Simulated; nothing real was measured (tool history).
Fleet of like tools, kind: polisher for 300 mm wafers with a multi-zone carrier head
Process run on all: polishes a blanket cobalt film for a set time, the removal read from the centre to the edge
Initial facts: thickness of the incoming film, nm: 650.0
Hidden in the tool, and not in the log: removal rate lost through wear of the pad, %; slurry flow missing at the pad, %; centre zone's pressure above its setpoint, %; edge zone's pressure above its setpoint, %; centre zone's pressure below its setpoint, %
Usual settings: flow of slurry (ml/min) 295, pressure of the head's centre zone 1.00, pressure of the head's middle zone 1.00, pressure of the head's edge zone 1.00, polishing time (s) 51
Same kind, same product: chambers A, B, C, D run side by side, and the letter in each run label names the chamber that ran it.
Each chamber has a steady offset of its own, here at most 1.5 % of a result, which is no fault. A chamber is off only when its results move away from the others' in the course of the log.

run   hour  flow of slurry (ml/min)  pressure of the head's centre zone  pressure of the head's middle zone  pressure of the head's edge zone  polishing time (s)  wafers polished on this pad  hours since the slurry nozzle was cleaned  hours since the centre zone pressure was calibrated  hours since the edge zone pressure was calibrated  film removed at the wafer's centre (nm)  film removed at mid-radius (nm)  film removed at the wafer's edge (nm)
 1D    5.8                      295                                1.00                                1.00                              1.00                  51                           78                                      690.6                                                216.7                                              114.9                                   243.01                           242.68                                 241.87
       6.2  -- chamber C: worn pad replaced by a new one
 2B    9.8                      295                                1.00                                1.00                              1.00                  51                          820                                      118.4                                                385.8                                              781.5                                   244.06                           243.76                                 243.00
 3C   15.2                      295                                1.00                                1.00                              1.00                  51                           95                                      148.4                                                 70.0                                              213.3                                   241.78                           241.21                                 237.46
      19.2  -- chamber A: worn pad replaced by a new one
 4A   21.7                      295                                1.00                                1.00                              1.00                  51                           26                                      534.6                                                261.4                                              240.2                                   239.09                           244.77                                 244.09
 5C   28.4                      295                                1.07                                1.00                              1.00                  51                          234                                      161.6                                                 83.2                                              226.5                                   250.33                           239.33                                 236.99
 6A   32.3                      295                                1.07                                1.00                              1.00                  51                          138                                      545.2                                                272.0                                              250.8                                   267.07                           243.87                                 247.53
 7B   38.4                      295                                1.07                                1.00                              1.00                  51                         1121                                      147.0                                                414.4                                              810.1                                   258.90                           242.71                                 243.15
 8D   42.4                      295                                1.07                                1.00                              1.00                  51                          464                                      727.2                                                253.3                                              151.5                                   262.04                           239.08                                 239.89
      42.5  -- chamber B: worn pad replaced by a new one
 9C   49.1                      295                                1.00                                1.00                              1.00                  51                          452                                      182.3                                                103.9                                              247.2                                   232.99                           244.59                                 241.09
10A   55.3                      295                                1.00                                1.00                              1.00                  51                          380                                      568.2                                                295.0                                              273.8                                   246.66                           244.80                                 245.08
11D   58.9                      295                                1.00                                1.00                              1.00                  51                          638                                      743.7                                                269.8                                              168.0                                   244.76                           243.39                                 236.08
      64.7  -- chamber A: slurry nozzle cleaned
12B   65.2                      295                                1.00                                1.04                              1.05                  51                          239                                      173.8                                                441.2                                              836.9                                   241.48                           253.06                                 247.09
13C   70.8                      295                                1.00                                1.04                              1.05                  51                          681                                      204.0                                                125.6                                              268.9                                   237.96                           249.58                                 241.01
14B   77.5                      295                                1.00                                1.04                              1.05                  51                          369                                      186.1                                                453.5                                              849.2                                   240.07                           254.04                                 248.16
15A   83.0                      295                                1.00                                1.04                              1.05                  51                          672                                       18.3                                                322.7                                              301.5                                   245.39                           253.07                                 250.33
16D   89.8                      295                                1.00                                1.00                              0.89                  51                          963                                      774.6                                                300.7                                              198.9                                   240.66                           241.84                                 223.81
      92.7  -- chamber D: worn pad replaced by a new one
17B   94.4                      295                                1.00                                1.00                              0.89                  51                          547                                      203.0                                                470.4                                              866.1                                   249.22                           244.89                                 225.84
18A   97.8                      295                                1.00                                1.00                              0.89                  51                          828                                       33.1                                                337.5                                              316.3                                   240.65                           242.85                                 229.39
19D  103.3                      295                                1.00                                1.00                              0.89                  51                          111                                      788.1                                                314.2                                              212.4                                   246.13                           237.46                                 226.62
20C  108.7                      295                                1.00                                1.00                              1.00                  51                         1080                                      241.9                                                163.5                                              306.8                                   240.14                           239.84                                 235.60
21B  113.2                      295                                1.00                                1.00                              1.00                  51                          745                                      221.8                                                489.2                                              884.9                                   246.78                           241.66                                 246.02
22A  118.8                      295                                1.00                                1.00                              1.00                  51                         1049                                       54.1                                                358.5                                              337.3                                   242.16                           241.28                                 242.31
23D  122.7                      295                                1.00                                1.00                              1.00                  51                          316                                      807.5                                                333.6                                              231.8                                   238.71                           239.81                                 235.28
     126.3  -- chamber C: worn pad replaced by a new one
24C  126.4                      295                                1.00                                1.00                              1.00                  51                            1                                      259.6                                                181.2                                              324.5                                   243.16                           237.10                                 237.39
25A  132.8                      295                                1.00                                1.00                              1.00                  51                         1197                                       68.1                                                372.5                                              351.3                                   238.62                           243.30                                 242.47
26D  136.0                      295                                1.00                                1.00                              1.00                  51                          456                                      820.8                                                346.9                                              245.1                                   250.68                           240.03                                 245.90
27B  141.6                      295                                1.00                                1.00                              1.00                  51                         1044                                      250.2                                                517.6                                              913.3                                   240.50                           243.47                                 241.43
28C  145.4                      295                                1.00                                1.00                              1.00                  51                          201                                      278.6                                                200.2                                              343.5                                   235.22                           241.57                                 240.49

Has any chamber moved away from the others, gradually or after a service, or does the common gauge drift, or do the chambers differ only by their own small steady offsets? State the chamber and the most likely cause if one applies.

No chamber stands off beyond its own small offset, and the gauge holds steady.
